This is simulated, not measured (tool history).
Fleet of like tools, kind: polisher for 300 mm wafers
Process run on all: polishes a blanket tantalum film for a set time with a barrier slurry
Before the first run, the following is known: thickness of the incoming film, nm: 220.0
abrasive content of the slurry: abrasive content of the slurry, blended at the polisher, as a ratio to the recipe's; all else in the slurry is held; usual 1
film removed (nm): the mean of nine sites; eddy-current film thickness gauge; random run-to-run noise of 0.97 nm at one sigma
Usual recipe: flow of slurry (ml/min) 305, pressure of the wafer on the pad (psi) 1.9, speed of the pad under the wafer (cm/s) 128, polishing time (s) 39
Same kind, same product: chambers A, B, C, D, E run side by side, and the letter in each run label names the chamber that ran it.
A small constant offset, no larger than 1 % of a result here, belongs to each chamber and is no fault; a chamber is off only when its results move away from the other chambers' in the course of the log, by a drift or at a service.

run	hour	flow of slurry (ml/min)	pressure of the wafer on the pad (psi)	speed of the pad under the wafer (cm/s)	abrasive content of the slurry	polishing time (s)	film removed (nm)
1C	6.0	305	1.9	128	1	39	89.759
2B	14.5	305	1.9	128	1	39	88.525
# hour 20.3: chamber D: worn pad replaced by a new one
3A	22.5	305	1.9	128	1	39	91.468
4E	28.0	305	1.9	128	1	39	88.984
5D	35.5	305	1.9	128	1	39	89.072
# hour 41.0: chamber A: worn pad replaced by a new one
6C	42.9	305	1.9	128	1	39	88.169
7E	48.6	305	1.9	128	1	39	88.049
8A	56.3	305	1.9	128	1	39	89.725
# hour 60.2: chamber C: worn pad replaced by a new one
9B	62.7	305	1.9	128	1	39	88.532
10D	68.9	305	1.9	128	1	39	88.187
# hour 73.1: chamber E: worn pad replaced by a new one
# hour 74.4: chamber C: head pressure recalibrated
11B	75.1	305	1.9	128	1	39	88.308
# hour 77.2: chamber A: slurry blender recalibrated
12D	79.4	305	1.9	128	1	39	89.965
# hour 84.6: chamber B: worn pad replaced by a new one
13C	85.0	305	1.9	128	1	39	88.003
# hour 85.9: chamber B: slurry blender recalibrated
14A	91.9	305	1.9	128	1	39	89.641
15E	97.0	305	1.9	128	1	39	89.931
# hour 99.9: chamber A: worn pad replaced by a new one
16B	104.5	305	1.9	128	1	39	89.083
17D	110.1	355	1.9	128	1	35	78.970
# hour 110.4: chamber C: slurry blender recalibrated
18C	116.6	355	1.9	128	1	35	79.736
# hour 117.7: chamber D: worn pad replaced by a new one
19E	122.8	355	1.9	128	1	35	79.514
20A	129.8	355	1.9	128	1	35	81.491
21D	137.3	355	1.9	128	1	35	80.170
22A	143.0	305	1.9	128	1	39	90.661
23C	150.5	305	1.9	128	1	39	87.575
# hour 153.9: chamber A: worn pad replaced by a new one
24E	158.4	305	1.9	128	1	39	87.258
25B	166.6	305	1.9	128	1	39	91.298
# hour 167.3: chamber E: slurry nozzle cleaned
26D	171.8	305	1.9	128	1	39	84.778
# hour 177.8: chamber E: worn pad replaced by a new one
27C	178.6	305	1.9	128	1	39	89.348
28B	186.5	305	2.5	128	1	39	116.970
# hour 188.1: chamber C: worn pad replaced by a new one
# hour 190.3: chamber A: slurry blender recalibrated
29A	191.1	305	2.5	128	1	39	117.820
30E	196.2	305	2.5	128	1	39	118.400
31E	200.8	305	2.5	128	1	39	116.660
# hour 204.4: chamber C: slurry nozzle cleaned
32C	208.0	305	2.5	128	1	39	113.220
33B	212.8	305	1.9	128	1	39	89.328
# hour 213.5: chamber A: worn pad replaced by a new one
34A	218.1	305	1.9	128	1	39	89.153
35D	225.4	305	1.9	128	1	39	81.330

Predict what each chamber gives when all 5 of them run the settings below next.
36A	231.9	305	1.9	128	1	39	?
36B	231.9	305	1.9	128	1	39	?
36C	231.9	305	1.9	128	1	39	?
36D	231.9	305	1.9	128	1	39	?
36E	231.9	305	1.9	128	1	39	?

run	film removed (nm)
36A	89.220
36B	86.334
36C	90.352
36D	83.717
36E	88.180

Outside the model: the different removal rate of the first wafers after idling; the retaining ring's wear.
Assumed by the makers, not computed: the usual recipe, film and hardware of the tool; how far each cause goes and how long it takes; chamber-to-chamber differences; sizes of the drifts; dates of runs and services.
